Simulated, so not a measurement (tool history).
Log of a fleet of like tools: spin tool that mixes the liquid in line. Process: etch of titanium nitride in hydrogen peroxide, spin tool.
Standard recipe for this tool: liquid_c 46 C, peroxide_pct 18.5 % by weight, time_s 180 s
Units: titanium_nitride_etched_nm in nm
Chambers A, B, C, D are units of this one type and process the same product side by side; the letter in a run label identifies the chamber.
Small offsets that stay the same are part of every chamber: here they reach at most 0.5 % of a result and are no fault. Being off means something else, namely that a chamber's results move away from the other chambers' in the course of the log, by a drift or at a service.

| run | hour | liquid_c | peroxide_pct | time_s | hours since the thermometer was replaced | hours since the peroxide flow meter was replaced | hours since the heated supply line was repaired | hours since the drum of peroxide was connected | read-back film thickness of the titanium nitride reference wafer, read on the same gauge (nm) | titanium_nitride_etched_nm |
|---|---|---|---|---|---|---|---|---|---|---|
| 1B | 6.2 | 46 | 18.5 | 180 | 1235.1 | 617.9 | 678.3 | 411.9 | 119.97 | 5.1757 |
| 2A | 16.2 | 46 | 18.5 | 180 | 1168 | 1749.7 | 289.5 | 437.3 | 120.02 | 5.1018 |
| 3D | 22.6 | 46 | 18.5 | 180 | 59.3 | 1099.6 | 346 | 239.4 | 119.96 | 5.1469 |
| 4C | 31.1 | 46 | 18.5 | 180 | 296.6 | 293 | 999.5 | 477.4 | 120.01 | 5.0926 |
| 5C | 41.3 | 46 | 18.5 | 180 | 306.8 | 303.2 | 1009.7 | 487.6 | 119.99 | 5.1747 |
| 6D | 47.4 | 46 | 22.5 | 250 | 84.1 | 1124.4 | 370.8 | 264.2 | 120.01 | 7.4223 |
| 7B | 54.2 | 46 | 22.5 | 250 | 1283.1 | 665.9 | 726.3 | 459.9 | 120.01 | 7.4853 |
| 8A | 60.9 | 46 | 22.5 | 250 | 1212.7 | 1794.4 | 334.2 | 482 | 120.03 | 7.3616 |
| 9D | 66.8 | 46 | 22.5 | 250 | 103.5 | 1143.8 | 390.2 | 283.6 | 120.01 | 7.4427 |
| 10C | 76.3 | 46 | 18.5 | 180 | 341.8 | 338.2 | 1044.7 | 522.6 | 120 | 5.1328 |
| 11A | 82.1 | 46 | 18.5 | 180 | 1233.9 | 1815.6 | 355.4 | 503.2 | 120.02 | 5.1269 |
| 12B | 86.8 | 46 | 18.5 | 180 | 1315.7 | 698.5 | 758.9 | 492.5 | 119.98 | 5.1496 |
| 13B | 96.9 | 46 | 18.5 | 180 | 1325.8 | 708.6 | 769 | 502.6 | 119.99 | 5.1691 |
| 14C | 104.8 | 46 | 18.5 | 180 | 370.3 | 366.7 | 1073.2 | 551.1 | 119.98 | 5.1519 |
| 15A | 110.6 | 46 | 18.5 | 180 | 1262.4 | 1844.1 | 383.9 | 531.7 | 119.97 | 5.0649 |
| 16D | 118.2 | 46 | 18.5 | 180 | 154.9 | 1195.2 | 441.6 | 335 | 120.02 | 5.1229 |
|  | 124.1 | chamber D: peroxide flow meter replaced |
| 17B | 126.7 | 46 | 18.5 | 180 | 1355.6 | 738.4 | 798.8 | 532.4 | 120.01 | 5.1601 |
| 18D | 137.1 | 46 | 18.5 | 180 | 173.8 | 13 | 460.5 | 353.9 | 120.01 | 5.1772 |
| 19A | 142.8 | 46 | 18.5 | 180 | 1294.6 | 1876.3 | 416.1 | 563.9 | 120.02 | 5.1028 |
| 20C | 150.2 | 46 | 18.5 | 180 | 415.7 | 412.1 | 1118.6 | 596.5 | 119.98 | 5.1057 |
| 21A | 158.7 | 46 | 18.5 | 180 | 1310.5 | 1892.2 | 432 | 579.8 | 119.99 | 5.0436 |
|  | 162 | chamber B: thermometer replaced |
| 22D | 167.7 | 46 | 18.5 | 180 | 204.4 | 43.6 | 491.1 | 384.5 | 119.99 | 5.1174 |
| 23B | 176.1 | 46 | 18.5 | 180 | 14.2 | 787.8 | 848.2 | 581.8 | 120 | 5.1512 |
|  | 182.7 | chamber B: peroxide flow meter replaced |
| 24C | 186.4 | 46 | 18.5 | 180 | 451.9 | 448.3 | 1154.8 | 632.7 | 120.01 | 5.1351 |
| 25D | 192.1 | 46 | 18.5 | 180 | 228.8 | 68 | 515.5 | 408.9 | 119.99 | 5.1938 |
|  | 200.7 | chamber A: thermometer replaced |
| 26A | 202.2 | 46 | 18.5 | 180 | 1.5 | 1935.7 | 475.5 | 623.3 | 120 | 5.1093 |
| 27B | 212.4 | 46 | 18.5 | 180 | 50.5 | 29.7 | 884.5 | 618.1 | 120 | 5.154 |
| 28C | 222.3 | 46 | 18.5 | 180 | 487.8 | 484.2 | 1190.7 | 668.6 | 120.02 | 5.1026 |
| 29A | 227.5 | 46 | 18.5 | 180 | 26.8 | 1961 | 500.8 | 648.6 | 120.01 | 5.0846 |
| 30B | 237.8 | 46 | 18.5 | 180 | 75.9 | 55.1 | 909.9 | 643.5 | 120.03 | 5.1678 |
| 31D | 243.7 | 46 | 18.5 | 180 | 280.4 | 119.6 | 567.1 | 460.5 | 120 | 5.1367 |
| 32C | 251 | 46 | 18.5 | 180 | 516.5 | 512.9 | 1219.4 | 697.3 | 119.99 | 5.126 |
| 33D | 258 | 46 | 18.5 | 140 | 294.7 | 133.9 | 581.4 | 474.8 | 120.01 | 4.0407 |
| 34A | 264.2 | 46 | 18.5 | 140 | 63.5 | 1997.7 | 537.5 | 685.3 | 120.01 | 3.94 |
| 35C | 271.1 | 46 | 18.5 | 140 | 536.6 | 533 | 1239.5 | 717.4 | 120.02 | 3.9792 |
| 36B | 277.2 | 46 | 18.5 | 140 | 115.3 | 94.5 | 949.3 | 682.9 | 119.99 | 4.0062 |
| 37A | 286.5 | 46 | 18.5 | 180 | 85.8 | 2020 | 559.8 | 707.6 | 120.02 | 5.1005 |
|  | 294.2 | chamber A: new drum of peroxide connected |
| 38B | 295.7 | 46 | 18.5 | 180 | 133.8 | 113 | 967.8 | 701.4 | 120.01 | 5.1468 |
| 39D | 301.6 | 46 | 18.5 | 180 | 338.3 | 177.5 | 625 | 518.4 | 120.01 | 5.1168 |
| 40C | 309.3 | 46 | 18.5 | 180 | 574.8 | 571.2 | 1277.7 | 755.6 | 120 | 5.1218 |
| 41C | 317.5 | 46 | 18.5 | 180 | 583 | 579.4 | 1285.9 | 763.8 | 120.02 | 5.1039 |
| 42A | 322.7 | 46 | 18.5 | 180 | 122 | 2056.2 | 596 | 28.6 | 119.99 | 5.1171 |
| 43D | 329.8 | 46 | 18.5 | 180 | 366.5 | 205.7 | 653.2 | 546.6 | 119.98 | 5.1565 |

Is one chamber off against the others, does the gauge drift, or is nothing wrong? If a chamber is off, say which, and what the likeliest cause is.

The fleet is healthy, with each chamber sitting at its usual small offset and no drift in the gauge.
